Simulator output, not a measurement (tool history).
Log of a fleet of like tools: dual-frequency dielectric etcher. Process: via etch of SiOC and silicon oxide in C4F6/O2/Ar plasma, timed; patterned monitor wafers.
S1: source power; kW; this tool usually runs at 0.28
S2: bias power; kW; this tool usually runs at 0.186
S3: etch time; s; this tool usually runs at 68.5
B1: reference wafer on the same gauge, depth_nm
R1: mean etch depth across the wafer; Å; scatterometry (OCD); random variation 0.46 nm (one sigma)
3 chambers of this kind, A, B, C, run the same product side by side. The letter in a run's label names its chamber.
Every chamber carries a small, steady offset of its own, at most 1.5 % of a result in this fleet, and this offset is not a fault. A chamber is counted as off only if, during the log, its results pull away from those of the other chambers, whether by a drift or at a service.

Run 1A, hour 14.3: usual settings; B1 63.465. Result: R1 676.44 Å.
Run 2C, hour 27.1: usual settings; B1 63.433. Result: R1 682.24 Å.
Run 3B, hour 38.4: usual settings; B1 63.408. Result: R1 684.92 Å.
At hour 40.2: chamber A: wet clean of the chamber.
Run 4C, hour 46.4: usual settings; B1 63.385. Result: R1 680.21 Å.
Run 5B, hour 57.6: usual settings; B1 63.536. Result: R1 686.16 Å.
Run 6A, hour 66.5: usual settings but S1 0.21 kW, S2 0.166 kW; B1 63.506. Result: R1 579.74 Å.
Run 7B, hour 73.7: usual settings but S1 0.21 kW, S2 0.166 kW; B1 63.583. Result: R1 598.04 Å.
Run 8A, hour 85.9: usual settings but S1 0.21 kW, S2 0.166 kW; B1 63.449. Result: R1 588.73 Å.
Run 9C, hour 95.5: usual settings; B1 63.556. Result: R1 684.7 Å.
Run 10C, hour 103.6: usual settings; B1 63.491. Result: R1 680.33 Å.
Run 11B, hour 115.4: usual settings but S1 0.33 kW, S3 54 s; B1 63.49. Result: R1 575.22 Å.
Run 12A, hour 128.4: usual settings but S1 0.33 kW, S3 54 s; B1 63.563. Result: R1 572.54 Å.
Run 13B, hour 142.5: usual settings but S1 0.33 kW, S3 54 s; B1 63.487. Result: R1 581.45 Å.
Run 14A, hour 155.8: usual settings; B1 63.43. Result: R1 682.08 Å.
Run 15C, hour 168.4: usual settings; B1 63.48. Result: R1 683.29 Å.
Run 16A, hour 176.1: usual settings; B1 63.42. Result: R1 682.27 Å.
Run 17B, hour 186.3: usual settings; B1 63.607. Result: R1 695.39 Å.
Run 18C, hour 200.2: usual settings; B1 63.432. Result: R1 681.99 Å.
Run 19B, hour 207.8: usual settings; B1 63.489. Result: R1 684.79 Å.
Run 20A, hour 222: usual settings; B1 63.529. Result: R1 685 Å.
Run 21C, hour 233.7: usual settings; B1 63.561. Result: R1 684.77 Å.
Run 22C, hour 246.9: usual settings; B1 63.52. Result: R1 674.46 Å.
Run 23B, hour 258.1: usual settings; B1 63.487. Result: R1 683.97 Å.
At hour 263.7: chamber C: bias power generator calibrated.
Run 24A, hour 265.1: usual settings; B1 63.365. Result: R1 681.98 Å.
Run 25A, hour 279.9: usual settings; B1 63.55. Result: R1 684.87 Å.
Run 26C, hour 290.3: usual settings; B1 63.54. Result: R1 682.01 Å.
Run 27B, hour 300: usual settings; B1 63.547. Result: R1 683.48 Å.
Run 28B, hour 313.2: usual settings; B1 63.644. Result: R1 687.18 Å.
Run 29C, hour 325.3: usual settings but S1 0.34 kW, S2 0.21 kW; B1 63.585. Result: R1 775.25 Å.
Run 30A, hour 340.8: usual settings but S1 0.34 kW, S2 0.21 kW; B1 63.361. Result: R1 770.1 Å.
Run 31A, hour 356.4: usual settings but S1 0.34 kW, S2 0.21 kW; B1 63.446. Result: R1 767.33 Å.
Run 32C, hour 368.1: usual settings; B1 63.488. Result: R1 676.13 Å.
Run 33B, hour 377.2: usual settings; B1 63.563. Result: R1 687.29 Å.
Run 34A, hour 390.3: usual settings but S2 0.145 kW, S3 50 s; B1 63.478. Result: R1 454.74 Å.
Run 35C, hour 406.1: usual settings but S2 0.145 kW, S3 50 s; B1 63.563. Result: R1 456.1 Å.
Run 36B, hour 415.3: usual settings but S2 0.145 kW, S3 50 s; B1 63.567. Result: R1 463.77 Å.
Run 37C, hour 423.3: usual settings; B1 63.521. Result: R1 679.13 Å.

All chambers now run identical settings, listed one chamber a line with results as question marks. What results will each chamber show?
Run 38A, hour 434.7: usual settings. Result: R1 ?.
Run 38B, hour 434.7: usual settings. Result: R1 ?.
Run 38C, hour 434.7: usual settings. Result: R1 ?.

run      R1
38A  682.78
38B  676.52
38C  686.83
